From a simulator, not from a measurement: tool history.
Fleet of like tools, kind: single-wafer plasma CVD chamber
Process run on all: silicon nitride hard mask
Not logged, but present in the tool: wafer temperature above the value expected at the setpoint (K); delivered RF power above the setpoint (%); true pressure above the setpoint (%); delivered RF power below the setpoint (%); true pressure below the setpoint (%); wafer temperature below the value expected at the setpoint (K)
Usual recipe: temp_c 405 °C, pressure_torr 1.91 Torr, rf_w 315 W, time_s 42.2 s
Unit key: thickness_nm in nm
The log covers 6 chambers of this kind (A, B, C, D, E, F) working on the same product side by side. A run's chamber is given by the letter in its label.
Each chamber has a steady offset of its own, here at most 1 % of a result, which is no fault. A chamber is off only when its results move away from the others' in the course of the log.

run	hour	temp_c	pressure_torr	rf_w	time_s	hours since the last thermocouple change	hours since the last RF generator calibration	hours since the last manometer calibration	read-back reference wafer on the same gauge, thickness_nm	thickness_nm
1B	8.5	405	1.91	315	42.2	1339.0	593.6	231.8	44.199	52.420
2F	21.5	405	1.91	315	42.2	1872.4	575.9	1131.2	44.268	52.615
3D	29.6	405	1.91	315	42.2	317.9	642.0	1131.9	44.195	52.674
4A	40.1	405	1.91	315	42.2	798.1	1007.3	1492.6	44.202	52.418
5E	51.8	405	1.91	315	42.2	686.1	266.7	556.9	44.203	52.993
6C	64.4	405	1.91	315	38.6	490.7	64.7	1426.1	44.227	47.879
7B	74.5	405	1.91	315	38.6	1405.0	659.6	297.8	44.184	48.422
8C	82.8	405	1.91	315	38.6	509.1	83.1	1444.5	44.162	47.859
9E	89.2	405	1.91	315	38.6	723.5	304.1	594.3	44.211	48.078
10A	102.9	405	1.91	315	38.6	860.9	1070.1	1555.4	44.199	48.368
11F	116.1	405	1.91	315	38.6	1967.0	670.5	1225.8	44.229	47.881
12D	128.0	405	1.91	315	42.2	416.3	740.4	1230.3	44.215	52.793
13F	141.8	405	1.91	315	42.2	1992.7	696.2	1251.5	44.201	52.809
14C	155.4	405	1.91	280	42.2	581.7	155.7	1517.1	44.166	48.397
15D	162.3	405	1.91	280	42.2	450.6	774.7	1264.6	44.193	48.881
16B	173.7	405	1.91	280	42.2	1504.2	758.8	397.0	44.205	48.593
17E	187.3	405	1.91	280	42.2	821.6	402.2	692.4	44.160	49.018
18A	197.5	405	1.91	280	42.2	955.5	1164.7	1650.0	44.233	48.581
19B	207.8	405	1.91	280	42.2	1538.3	792.9	431.1	44.224	48.137
20C	221.2	405	1.91	315	42.2	647.5	221.5	1582.9	44.164	52.361
21F	233.6	405	1.91	315	39.7	2084.5	788.0	1343.3	44.177	49.529
22A	245.5	405	1.91	315	39.7	1003.5	1212.7	1698.0	44.184	49.328
23D	258.1	405	1.91	315	39.7	546.4	870.5	1360.4	44.169	50.041
24E	265.9	405	1.91	315	39.7	900.2	480.8	771.0	44.160	49.565
25A	279.8	405	1.91	315	39.7	1037.8	1247.0	1732.3	44.232	49.180
26E	288.8	405	1.91	315	39.7	923.1	503.7	793.9	44.199	49.796
27B	297.2	405	1.91	315	42.2	1627.7	882.3	520.5	44.189	51.629
28C	304.9	405	1.91	315	42.2	731.2	305.2	1666.6	44.142	51.928
29D	313.3	405	1.91	315	42.2	601.6	925.7	1415.6	44.186	53.013
30F	321.5	405	1.91	315	42.2	2172.4	875.9	1431.2	44.190	52.130
31D	332.0	405	1.91	315	42.2	620.3	944.4	1434.3	44.213	52.687
32A	343.9	405	1.91	315	42.2	1101.9	1311.1	1796.4	44.202	52.553
33C	355.2	393	1.91	315	42.2	781.5	355.5	1716.9	44.245	52.785
34E	368.2	393	1.91	315	42.2	1002.5	583.1	873.3	44.183	53.262
35B	382.2	393	1.91	315	42.2	1712.7	967.3	605.5	44.208	51.323
36F	392.4	393	1.91	315	42.2	2243.3	946.8	1502.1	44.221	52.991
37D	400.5	393	1.91	315	42.2	688.8	1012.9	1502.8	44.175	53.185
38C	406.7	393	1.91	315	42.2	833.0	407.0	1768.4	44.192	52.630
39E	417.9	405	1.91	315	42.2	1052.2	632.8	923.0	44.180	52.571
# hour 423.7: chamber B: thermocouple changed; heater temperature recalibrated
40F	429.8	405	1.91	315	42.2	2280.7	984.2	1539.5	44.147	52.509
41A	441.4	405	1.91	315	42.2	1199.4	1408.6	1893.9	44.232	52.125
42B	451.0	405	1.91	315	42.2	27.3	1036.1	674.3	44.233	50.882
43E	463.8	405	1.91	315	42.2	1098.1	678.7	968.9	44.183	53.087
44A	473.9	405	1.91	315	42.2	1231.9	1441.1	1926.4	44.236	52.650

All chambers now run identical settings, listed one chamber a line with results as question marks. What results will each chamber show?
45A	484.0	405	1.91	315	42.2					?
45B	484.0	405	1.91	315	42.2					?
45C	484.0	405	1.91	315	42.2					?
45D	484.0	405	1.91	315	42.2					?
45E	484.0	405	1.91	315	42.2					?
45F	484.0	405	1.91	315	42.2					?

run	thickness_nm
45A	52.287
45B	50.317
45C	52.596
45D	53.161
45E	52.850
45F	52.886

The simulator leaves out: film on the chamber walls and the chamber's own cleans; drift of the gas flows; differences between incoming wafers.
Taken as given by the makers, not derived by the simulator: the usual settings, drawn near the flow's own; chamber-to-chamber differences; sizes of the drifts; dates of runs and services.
